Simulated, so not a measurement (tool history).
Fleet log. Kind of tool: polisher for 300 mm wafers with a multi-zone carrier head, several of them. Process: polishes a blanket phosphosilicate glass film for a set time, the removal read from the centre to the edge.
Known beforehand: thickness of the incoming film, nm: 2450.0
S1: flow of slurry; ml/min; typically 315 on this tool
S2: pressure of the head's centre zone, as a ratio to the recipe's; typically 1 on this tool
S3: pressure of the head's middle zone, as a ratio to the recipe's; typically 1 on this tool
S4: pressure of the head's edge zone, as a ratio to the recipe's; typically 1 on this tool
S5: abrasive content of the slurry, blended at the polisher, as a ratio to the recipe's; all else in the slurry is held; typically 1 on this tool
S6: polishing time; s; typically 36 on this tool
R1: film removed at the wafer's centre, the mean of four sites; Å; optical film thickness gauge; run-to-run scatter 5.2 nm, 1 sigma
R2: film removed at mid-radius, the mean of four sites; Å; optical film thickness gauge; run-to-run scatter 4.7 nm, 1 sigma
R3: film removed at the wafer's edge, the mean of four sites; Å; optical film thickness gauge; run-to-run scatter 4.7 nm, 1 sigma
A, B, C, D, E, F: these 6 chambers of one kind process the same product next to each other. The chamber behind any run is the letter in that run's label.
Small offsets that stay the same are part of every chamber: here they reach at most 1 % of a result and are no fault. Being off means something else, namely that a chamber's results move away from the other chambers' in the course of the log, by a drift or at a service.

{"run": "1D", "hour": 5.2, "S1": 315, "S2": 1, "S3": 1, "S4": 1, "S5": 1, "S6": 36, "R1": 3635.6, "R2": 3531.1, "R3": 3557}
{"run": "2B", "hour": 8.9, "S1": 315, "S2": 1, "S3": 1, "S4": 1, "S5": 1, "S6": 36, "R1": 3613.3, "R2": 3592.6, "R3": 3521}
{"run": "3F", "hour": 13.4, "S1": 315, "S2": 1, "S3": 1, "S4": 1, "S5": 1, "S6": 36, "R1": 3539.6, "R2": 3708.4, "R3": 3626.6}
{"hour": 16.7, "done": "chamber B: worn pad replaced by a new one"}
{"run": "4C", "hour": 16.8, "S1": 315, "S2": 1, "S3": 1, "S4": 1, "S5": 1, "S6": 36, "R1": 3658.3, "R2": 3581.4, "R3": 3569.6}
{"hour": 17.2, "done": "chamber A: worn pad replaced by a new one"}
{"run": "5A", "hour": 19.4, "S1": 315, "S2": 1, "S3": 1, "S4": 1, "S5": 1, "S6": 36, "R1": 3452.4, "R2": 3564.5, "R3": 3685.8}
{"run": "6E", "hour": 23.2, "S1": 315, "S2": 1, "S3": 1, "S4": 1, "S5": 1, "S6": 36, "R1": 3563.7, "R2": 3586.2, "R3": 3675.4}
{"run": "7B", "hour": 28.4, "S1": 315, "S2": 1, "S3": 1, "S4": 1, "S5": 1, "S6": 36, "R1": 3589.7, "R2": 3675.8, "R3": 3641.9}
{"run": "8D", "hour": 33.8, "S1": 315, "S2": 1, "S3": 1, "S4": 1, "S5": 1, "S6": 36, "R1": 3666.8, "R2": 3510.8, "R3": 3654.8}
{"run": "9E", "hour": 36.7, "S1": 315, "S2": 1, "S3": 1, "S4": 1, "S5": 1, "S6": 36, "R1": 3669.3, "R2": 3557.4, "R3": 3649.8}
{"run": "10F", "hour": 41.1, "S1": 315, "S2": 1, "S3": 1, "S4": 1, "S5": 1, "S6": 36, "R1": 3589.7, "R2": 3601.7, "R3": 3685.8}
{"run": "11C", "hour": 46.7, "S1": 315, "S2": 1, "S3": 1, "S4": 1, "S5": 1, "S6": 36, "R1": 3671.4, "R2": 3589, "R3": 3552.3}
{"run": "12A", "hour": 51.5, "S1": 315, "S2": 1.07, "S3": 1, "S4": 1, "S5": 1, "S6": 36, "R1": 3917.4, "R2": 3505.7, "R3": 3684.4}
{"run": "13B", "hour": 54.2, "S1": 315, "S2": 1.07, "S3": 1, "S4": 1, "S5": 1, "S6": 36, "R1": 3883.8, "R2": 3548.1, "R3": 3577.5}
{"hour": 58.3, "done": "chamber F: worn pad replaced by a new one"}
{"run": "14E", "hour": 59.3, "S1": 315, "S2": 1.07, "S3": 1, "S4": 1, "S5": 1, "S6": 36, "R1": 3953.7, "R2": 3518.4, "R3": 3600.6}
{"hour": 59.5, "done": "chamber E: worn pad replaced by a new one"}
{"run": "15D", "hour": 62.8, "S1": 315, "S2": 1.07, "S3": 1, "S4": 1, "S5": 1, "S6": 36, "R1": 3966.9, "R2": 3571.1, "R3": 3588.1}
{"hour": 65.2, "done": "chamber B: worn pad replaced by a new one"}
{"run": "16C", "hour": 68.0, "S1": 315, "S2": 1.07, "S3": 1, "S4": 1, "S5": 1, "S6": 36, "R1": 3807.2, "R2": 3556.9, "R3": 3519.4}
{"hour": 73.1, "done": "chamber D: worn pad replaced by a new one"}
{"run": "17F", "hour": 73.3, "S1": 315, "S2": 1.07, "S3": 1, "S4": 1, "S5": 1, "S6": 36, "R1": 3916.1, "R2": 3682.9, "R3": 3667.3}
{"run": "18A", "hour": 78.1, "S1": 315, "S2": 1, "S3": 1, "S4": 1, "S5": 1, "S6": 36, "R1": 3538.4, "R2": 3543.6, "R3": 3625.5}
{"hour": 79.3, "done": "chamber F: slurry nozzle cleaned"}
{"hour": 81.3, "done": "chamber C: slurry nozzle cleaned"}
{"run": "19F", "hour": 83.3, "S1": 260, "S2": 1, "S3": 0.91, "S4": 1, "S5": 1, "S6": 36, "R1": 3535.5, "R2": 3268.7, "R3": 3602.5}
{"run": "20D", "hour": 86.2, "S1": 260, "S2": 1, "S3": 0.91, "S4": 1, "S5": 1, "S6": 36, "R1": 3560.1, "R2": 3267.5, "R3": 3488}
{"run": "21C", "hour": 91.7, "S1": 260, "S2": 1, "S3": 0.91, "S4": 1, "S5": 1, "S6": 36, "R1": 3338, "R2": 3042.9, "R3": 3381}
{"run": "22A", "hour": 94.8, "S1": 260, "S2": 1, "S3": 0.91, "S4": 1, "S5": 1, "S6": 36, "R1": 3493.3, "R2": 3213.9, "R3": 3561.4}
{"hour": 96.1, "done": "chamber A: worn pad replaced by a new one"}
{"run": "23E", "hour": 99.7, "S1": 260, "S2": 1, "S3": 0.91, "S4": 1, "S5": 1, "S6": 36, "R1": 3442.3, "R2": 3244.9, "R3": 3580.2}
{"run": "24B", "hour": 102.7, "S1": 260, "S2": 1, "S3": 0.91, "S4": 1, "S5": 1, "S6": 36, "R1": 3502.9, "R2": 3229.4, "R3": 3556.3}
{"run": "25A", "hour": 105.5, "S1": 315, "S2": 1, "S3": 1, "S4": 1, "S5": 1, "S6": 36, "R1": 3553, "R2": 3534.4, "R3": 3547.2}
{"hour": 106.8, "done": "chamber B: slurry nozzle cleaned"}
{"run": "26E", "hour": 108.9, "S1": 315, "S2": 1, "S3": 1, "S4": 1, "S5": 1, "S6": 36, "R1": 3641.5, "R2": 3467.7, "R3": 3552.3}
{"run": "27C", "hour": 114.1, "S1": 315, "S2": 1, "S3": 1, "S4": 1, "S5": 1, "S6": 36, "R1": 3421.6, "R2": 3292.7, "R3": 3369.9}
{"run": "28F", "hour": 116.6, "S1": 315, "S2": 1, "S3": 1, "S4": 1, "S5": 1, "S6": 36, "R1": 3528.3, "R2": 3705.6, "R3": 3603.4}
{"run": "29D", "hour": 119.3, "S1": 315, "S2": 1, "S3": 1, "S4": 1, "S5": 1, "S6": 36, "R1": 3731.2, "R2": 3594.1, "R3": 3623.6}
{"hour": 123.6, "done": "chamber B: worn pad replaced by a new one"}
{"run": "30B", "hour": 124.7, "S1": 315, "S2": 1, "S3": 1, "S4": 1, "S5": 1, "S6": 36, "R1": 3586.9, "R2": 3603.3, "R3": 3605.1}
{"run": "31E", "hour": 128.1, "S1": 315, "S2": 1, "S3": 1, "S4": 1, "S5": 1, "S6": 36, "R1": 3523.5, "R2": 3516.9, "R3": 3557.6}
{"run": "32F", "hour": 132.0, "S1": 315, "S2": 1, "S3": 1, "S4": 1, "S5": 1, "S6": 36, "R1": 3512.9, "R2": 3667.3, "R3": 3588.5}
{"run": "33C", "hour": 135.5, "S1": 315, "S2": 1, "S3": 1, "S4": 1, "S5": 1, "S6": 36, "R1": 3305.2, "R2": 3313.6, "R3": 3274.2}
{"run": "34A", "hour": 139.5, "S1": 315, "S2": 1, "S3": 1, "S4": 1, "S5": 1, "S6": 36, "R1": 3605.7, "R2": 3618.5, "R3": 3561.7}
{"run": "35D", "hour": 142.3, "S1": 315, "S2": 1, "S3": 1, "S4": 1, "S5": 1, "S6": 36, "R1": 3661.9, "R2": 3643.1, "R3": 3607.3}
{"run": "36B", "hour": 147.4, "S1": 315, "S2": 1, "S3": 1, "S4": 1, "S5": 1, "S6": 36, "R1": 3606, "R2": 3610.9, "R3": 3608.6}

The same settings go to every chamber for the next run, one line per chamber below. Forecast the results for each:
{"run": "37A", "hour": 151.4, "S1": 315, "S2": 1, "S3": 1, "S4": 1, "S5": 1, "S6": 36, "R1": "?", "R2": "?", "R3": "?"}
{"run": "37B", "hour": 151.4, "S1": 315, "S2": 1, "S3": 1, "S4": 1, "S5": 1, "S6": 36, "R1": "?", "R2": "?", "R3": "?"}
{"run": "37C", "hour": 151.4, "S1": 315, "S2": 1, "S3": 1, "S4": 1, "S5": 1, "S6": 36, "R1": "?", "R2": "?", "R3": "?"}
{"run": "37D", "hour": 151.4, "S1": 315, "S2": 1, "S3": 1, "S4": 1, "S5": 1, "S6": 36, "R1": "?", "R2": "?", "R3": "?"}
{"run": "37E", "hour": 151.4, "S1": 315, "S2": 1, "S3": 1, "S4": 1, "S5": 1, "S6": 36, "R1": "?", "R2": "?", "R3": "?"}
{"run": "37F", "hour": 151.4, "S1": 315, "S2": 1, "S3": 1, "S4": 1, "S5": 1, "S6": 36, "R1": "?", "R2": "?", "R3": "?"}

run=37A R1=3617.7 R2=3634.7 R3=3579.6
run=37B R1=3615.6 R2=3590.1 R3=3561.6
run=37C R1=3240.9 R2=3166.3 R3=3282.3
run=37D R1=3754.5 R2=3648 R3=3624.5
run=37E R1=3654.7 R2=3612.5 R3=3528.2
run=37F R1=3527.3 R2=3605.3 R3=3675.3

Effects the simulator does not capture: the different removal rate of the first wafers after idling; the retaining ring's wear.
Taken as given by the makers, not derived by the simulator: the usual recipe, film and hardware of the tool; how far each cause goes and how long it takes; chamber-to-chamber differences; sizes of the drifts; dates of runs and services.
